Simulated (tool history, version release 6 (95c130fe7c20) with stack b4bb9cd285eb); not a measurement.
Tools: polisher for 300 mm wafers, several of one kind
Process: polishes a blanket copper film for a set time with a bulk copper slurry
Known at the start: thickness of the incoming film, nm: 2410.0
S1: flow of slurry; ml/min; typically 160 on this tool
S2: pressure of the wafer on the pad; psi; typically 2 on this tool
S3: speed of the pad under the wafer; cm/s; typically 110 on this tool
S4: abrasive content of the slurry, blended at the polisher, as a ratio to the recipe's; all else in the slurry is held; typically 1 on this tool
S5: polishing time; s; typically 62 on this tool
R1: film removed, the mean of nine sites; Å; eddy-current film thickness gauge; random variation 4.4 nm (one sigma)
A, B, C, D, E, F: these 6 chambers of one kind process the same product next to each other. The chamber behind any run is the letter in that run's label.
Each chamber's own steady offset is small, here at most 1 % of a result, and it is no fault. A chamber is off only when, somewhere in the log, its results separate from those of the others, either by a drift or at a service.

run 1C hour=5.8 | S1=160 S2=2 S3=110 S4=1 S5=62 | R1=3806.1
-- hour=5.9 chamber C: worn pad replaced by a new one
-- hour=7.4 chamber A: worn pad replaced by a new one
run 2E hour=14.3 | S1=160 S2=2 S3=110 S4=1 S5=62 | R1=3788.6
run 3F hour=24.9 | S1=160 S2=2 S3=110 S4=1 S5=62 | R1=3763.3
-- hour=28.3 chamber C: slurry blender recalibrated
-- hour=33.9 chamber F: slurry nozzle cleaned
run 4B hour=35.4 | S1=160 S2=2 S3=110 S4=1 S5=62 | R1=3809.8
-- hour=40.4 chamber B: worn pad replaced by a new one
run 5D hour=42.4 | S1=160 S2=2 S3=110 S4=1 S5=62 | R1=3746.3
-- hour=45 chamber D: worn pad replaced by a new one
run 6A hour=49.2 | S1=160 S2=2 S3=110 S4=1 S5=62 | R1=3763.4
run 7A hour=60.7 | S1=160 S2=2 S3=110 S4=1 S5=62 | R1=3725.6
run 8C hour=66.9 | S1=160 S2=2 S3=110 S4=1 S5=62 | R1=3734.8
run 9D hour=75.5 | S1=160 S2=2 S3=72 S4=1 S5=62 | R1=2474.1
-- hour=80 chamber B: head pressure recalibrated
-- hour=80.2 chamber A: worn pad replaced by a new one
-- hour=82.7 chamber D: slurry blender recalibrated
run 10E hour=84 | S1=160 S2=2 S3=72 S4=1 S5=62 | R1=2465.9
-- hour=84.3 chamber E: worn pad replaced by a new one
-- hour=85.1 chamber E: slurry blender recalibrated
run 11F hour=90.9 | S1=160 S2=2 S3=72 S4=1 S5=62 | R1=2497
-- hour=91.6 chamber F: worn pad replaced by a new one
-- hour=96.3 chamber B: slurry blender recalibrated
run 12B hour=96.8 | S1=160 S2=2 S3=72 S4=1 S5=62 | R1=2472.8
run 13E hour=107.8 | S1=160 S2=2 S3=72 S4=1 S5=62 | R1=2488.1
-- hour=115.8 chamber C: worn pad replaced by a new one
run 14F hour=116.5 | S1=160 S2=2 S3=72 S4=1 S5=62 | R1=2498.6
-- hour=122.7 chamber D: worn pad replaced by a new one
run 15C hour=127.5 | S1=160 S2=2 S3=110 S4=1 S5=62 | R1=3871.3
-- hour=132.5 chamber B: worn pad replaced by a new one
run 16A hour=137.1 | S1=160 S2=2 S3=110 S4=1 S5=62 | R1=3813.9
-- hour=145.3 chamber D: head pressure recalibrated
run 17D hour=146.7 | S1=160 S2=2 S3=110 S4=1 S5=62 | R1=3765
-- hour=150.3 chamber A: worn pad replaced by a new one
-- hour=152.2 chamber E: head pressure recalibrated
run 18B hour=158.4 | S1=190 S2=1.6 S3=110 S4=1 S5=62 | R1=3152.9
run 19B hour=166.6 | S1=190 S2=1.6 S3=110 S4=1 S5=62 | R1=3102.5
run 20E hour=172.1 | S1=190 S2=1.6 S3=110 S4=1 S5=62 | R1=3080.3
-- hour=173.5 chamber E: worn pad replaced by a new one
-- hour=174.9 chamber D: slurry blender recalibrated
run 21F hour=177.3 | S1=190 S2=1.6 S3=110 S4=1 S5=62 | R1=3091.2
-- hour=183.1 chamber A: slurry blender recalibrated
run 22D hour=187.2 | S1=190 S2=1.6 S3=110 S4=1 S5=62 | R1=3058.9
run 23C hour=195.2 | S1=190 S2=1.6 S3=110 S4=1 S5=62 | R1=3187.4
-- hour=200 chamber F: slurry blender recalibrated
run 24A hour=203.2 | S1=160 S2=2 S3=110 S4=1 S5=62 | R1=3747.6
run 25C hour=214.5 | S1=185 S2=2 S3=110 S4=1 S5=55 | R1=3548.9
-- hour=216.3 chamber D: worn pad replaced by a new one
-- hour=217.2 chamber B: worn pad replaced by a new one
-- hour=218.3 chamber A: worn pad replaced by a new one
run 26A hour=223.2 | S1=185 S2=2 S3=110 S4=1 S5=55 | R1=3442.1
run 27D hour=232.2 | S1=185 S2=2 S3=110 S4=1 S5=55 | R1=3394.9
-- hour=239 chamber C: worn pad replaced by a new one
run 28F hour=239.5 | S1=185 S2=2 S3=110 S4=1 S5=55 | R1=3498.8
-- hour=239.7 chamber F: worn pad replaced by a new one
-- hour=242.4 chamber B: slurry nozzle cleaned
run 29B hour=245.6 | S1=185 S2=2 S3=110 S4=1 S5=55 | R1=3478.2
run 30E hour=252.9 | S1=185 S2=2 S3=110 S4=1 S5=55 | R1=3479.1
run 31C hour=259.2 | S1=160 S2=2 S3=138 S4=1 S5=51 | R1=4212.5
run 32F hour=267.5 | S1=160 S2=2 S3=138 S4=1 S5=51 | R1=3956.1
run 33A hour=277.3 | S1=160 S2=2 S3=138 S4=1 S5=51 | R1=3929.3
run 34B hour=283.4 | S1=160 S2=2 S3=138 S4=1 S5=51 | R1=3857.5
-- hour=288.8 chamber E: worn pad replaced by a new one
-- hour=289.2 chamber B: worn pad replaced by a new one
-- hour=291.8 chamber D: slurry blender recalibrated
-- hour=292.4 chamber D: worn pad replaced by a new one
run 35D hour=293.1 | S1=160 S2=2 S3=138 S4=1 S5=51 | R1=3886.6
-- hour=294.3 chamber B: slurry blender recalibrated
run 36E hour=302 | S1=160 S2=2 S3=138 S4=1 S5=51 | R1=3943.9
run 37D hour=313.5 | S1=160 S2=2 S3=110 S4=1 S5=62 | R1=3773
run 38E hour=319.1 | S1=160 S2=2 S3=110 S4=1 S5=62 | R1=3810.7
run 39B hour=326.5 | S1=160 S2=2 S3=110 S4=1 S5=62 | R1=3748.6

What goes on in this fleet: one chamber off, a drifting gauge, or nothing beyond the chambers' own small offsets? Name the chamber and the cause, if any.

Chamber C drifts away from the others.
Cause: head's pressure above its setpoint, % = 11.3.

Here are 4 candidates for chamber C's next run, each the usual settings with a change, their results left as question marks. Which one brings its results back in line with what the others give on the usual settings?
Counts as in line when no further than this from what the other chambers average on the usual settings: R1 150 Å
run 40C-1 hour=335.1 | S1=160 S2=2.1 S3=118 S4=1 S5=67 | R1=?
run 40C-2 hour=335.1 | S1=160 S2=1.9 S3=106 S4=1 S5=60 | R1=?
run 40C-3 hour=335.1 | S1=160 S2=1.8 S3=110 S4=1 S5=56 | R1=?
run 40C-4 hour=335.1 | S1=165 S2=2 S3=122 S4=1 S5=62 | R1=?

The mean the other chambers reach with the usual settings: R1 3779.1 Å
run=40C-1 R1=5130.6
run=40C-2 R1=3726.7
run=40C-3 R1=3417.7
run=40C-4 R1=4695.9
The right change is 40C-2: it brings the chamber back within the allowed miss of the others.
